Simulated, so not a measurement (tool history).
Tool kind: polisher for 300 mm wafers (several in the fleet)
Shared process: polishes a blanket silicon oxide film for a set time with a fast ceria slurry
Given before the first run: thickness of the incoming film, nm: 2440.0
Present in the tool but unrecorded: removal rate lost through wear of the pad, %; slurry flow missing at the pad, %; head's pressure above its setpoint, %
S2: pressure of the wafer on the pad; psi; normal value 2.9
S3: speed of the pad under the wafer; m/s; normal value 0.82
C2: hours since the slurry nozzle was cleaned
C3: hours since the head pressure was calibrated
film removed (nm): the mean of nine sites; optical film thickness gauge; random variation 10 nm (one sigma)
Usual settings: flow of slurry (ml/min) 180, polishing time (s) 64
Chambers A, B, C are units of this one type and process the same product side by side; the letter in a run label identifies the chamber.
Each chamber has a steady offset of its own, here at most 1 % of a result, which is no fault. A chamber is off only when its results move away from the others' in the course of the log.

At day 0.212: chamber C: worn pad replaced by a new one.
Run 1A, day 0.225: usual settings; wafers polished on this pad 701; C2 178.5; C3 930.7. Result: film removed (nm) 753.09.
Run 2C, day 0.392: usual settings; wafers polished on this pad 39; C2 80.6; C3 257.4. Result: film removed (nm) 748.18.
Run 3B, day 0.512: usual settings; wafers polished on this pad 646; C2 693.6; C3 518.5. Result: film removed (nm) 756.45.
Run 4C, day 0.633: usual settings; wafers polished on this pad 92; C2 86.4; C3 263.2. Result: film removed (nm) 742.14.
Run 5B, day 0.771: usual settings; wafers polished on this pad 702; C2 699.8; C3 524.7. Result: film removed (nm) 752.99.
Run 6A, day 0.950: usual settings; wafers polished on this pad 859; C2 195.9; C3 948.1. Result: film removed (nm) 743.42.
Run 7A, day 1.079: usual settings; wafers polished on this pad 887; C2 199.0; C3 951.2. Result: film removed (nm) 751.50.
Run 8B, day 1.208: usual settings; wafers polished on this pad 797; C2 710.3; C3 535.2. Result: film removed (nm) 754.69.
Run 9C, day 1.417: usual settings; wafers polished on this pad 262; C2 105.2; C3 282.0. Result: film removed (nm) 742.33.
At day 1.462: chamber A: worn pad replaced by a new one.
Run 10B, day 1.583: usual settings; wafers polished on this pad 879; C2 719.3; C3 544.2. Result: film removed (nm) 747.92.
Run 11C, day 1.783: usual settings; wafers polished on this pad 342; C2 114.0; C3 290.8. Result: film removed (nm) 775.40.
Run 12A, day 2.000: usual settings but S3 0.98 m/s, polishing time (s) 74; wafers polished on this pad 117; C2 221.1; C3 973.3. Result: film removed (nm) 1029.30.
Run 13B, day 2.246: usual settings but S3 0.98 m/s, polishing time (s) 74; wafers polished on this pad 1023; C2 735.2; C3 560.1. Result: film removed (nm) 1027.00.
Run 14A, day 2.421: usual settings but S3 0.98 m/s, polishing time (s) 74; wafers polished on this pad 208; C2 231.2; C3 983.4. Result: film removed (nm) 1030.30.
Run 15C, day 2.671: usual settings; wafers polished on this pad 536; C2 135.3; C3 312.1. Result: film removed (nm) 768.88.
Run 16A, day 2.833: usual settings; wafers polished on this pad 298; C2 241.1; C3 993.3. Result: film removed (nm) 755.18.
At day 2.896: chamber C: head pressure recalibrated.
At day 3.021: chamber A: head pressure recalibrated.
Run 17B, day 3.033: usual settings but S3 0.94 m/s; wafers polished on this pad 1195; C2 754.1; C3 579.0. Result: film removed (nm) 857.03.
Run 18C, day 3.262: usual settings but S3 0.94 m/s; wafers polished on this pad 665; C2 149.5; C3 8.9. Result: film removed (nm) 848.06.
Run 19C, day 3.508: usual settings but S3 0.94 m/s; wafers polished on this pad 718; C2 155.4; C3 14.8. Result: film removed (nm) 884.34.
Run 20A, day 3.646: usual settings but flow of slurry (ml/min) 240, S2 3.5 psi; wafers polished on this pad 475; C2 260.6; C3 15.0. Result: film removed (nm) 1040.80.
At day 3.671: chamber B: worn pad replaced by a new one.
Run 21B, day 3.829: usual settings but flow of slurry (ml/min) 240, S2 3.5 psi; wafers polished on this pad 35; C2 773.2; C3 598.1. Result: film removed (nm) 932.36.
Run 22C, day 4.083: usual settings but flow of slurry (ml/min) 240, S2 3.5 psi; wafers polished on this pad 843; C2 169.2; C3 28.6. Result: film removed (nm) 928.47.
Run 23B, day 4.242: usual settings; wafers polished on this pad 125; C2 783.1; C3 608.0. Result: film removed (nm) 750.82.
Run 24A, day 4.508: usual settings; wafers polished on this pad 663; C2 281.3; C3 35.7. Result: film removed (nm) 842.91.
Run 25B, day 4.646: usual settings; wafers polished on this pad 213; C2 792.8; C3 617.7. Result: film removed (nm) 752.16.
Run 26A, day 4.825: usual settings but S2 3.8 psi, polishing time (s) 44; wafers polished on this pad 732; C2 288.9; C3 43.3. Result: film removed (nm) 752.78.
At day 4.875: chamber A: worn pad replaced by a new one.
At day 4.879: chamber B: slurry nozzle cleaned.
Run 27C, day 4.996: usual settings but S2 3.8 psi, polishing time (s) 44; wafers polished on this pad 1042; C2 191.1; C3 50.5. Result: film removed (nm) 681.08.
Run 28A, day 5.212: usual settings but S2 3.8 psi, polishing time (s) 44; wafers polished on this pad 73; C2 298.2; C3 52.6. Result: film removed (nm) 737.93.
Run 29B, day 5.396: usual settings; wafers polished on this pad 376; C2 12.4; C3 635.7. Result: film removed (nm) 745.40.
Run 30C, day 5.562: usual settings; wafers polished on this pad 1166; C2 204.7; C3 64.1. Result: film removed (nm) 757.61.
Run 31A, day 5.829: usual settings; wafers polished on this pad 207; C2 313.0; C3 67.4. Result: film removed (nm) 833.22.
Run 32C, day 5.962: usual settings; wafers polished on this pad 1253; C2 214.3; C3 73.7. Result: film removed (nm) 756.39.
Run 33B, day 6.146: usual settings; wafers polished on this pad 539; C2 30.4; C3 653.7. Result: film removed (nm) 748.77.
At day 6.338: chamber C: worn pad replaced by a new one.
Run 34C, day 6.379: usual settings; wafers polished on this pad 9; C2 224.3; C3 83.7. Result: film removed (nm) 756.56.
Run 35A, day 6.538: usual settings; wafers polished on this pad 362; C2 330.0; C3 84.4. Result: film removed (nm) 834.91.
Run 36B, day 6.738: usual settings; wafers polished on this pad 668; C2 44.6; C3 667.9. Result: film removed (nm) 742.38.
Run 37A, day 6.883: usual settings; wafers polished on this pad 437; C2 338.3; C3 92.7. Result: film removed (nm) 825.37.
Run 38C, day 7.133: usual settings; wafers polished on this pad 173; C2 242.4; C3 101.8. Result: film removed (nm) 754.58.
Run 39B, day 7.383: usual settings; wafers polished on this pad 809; C2 60.1; C3 683.4. Result: film removed (nm) 722.92.
Run 40A, day 7.646: usual settings; wafers polished on this pad 603; C2 356.6; C3 111.0. Result: film removed (nm) 849.98.
Run 41C, day 7.908: usual settings; wafers polished on this pad 342; C2 261.0; C3 120.4. Result: film removed (nm) 766.14.

For the next run the whole fleet of 3 chambers uses the same settings. Give each chamber's results:
Run 42A, day 8.100: usual settings. Result: film removed (nm) ?.
Run 42B, day 8.100: usual settings. Result: film removed (nm) ?.
Run 42C, day 8.100: usual settings. Result: film removed (nm) ?.

run  film removed (nm)
42A             838.28
42B             748.61
42C             760.82
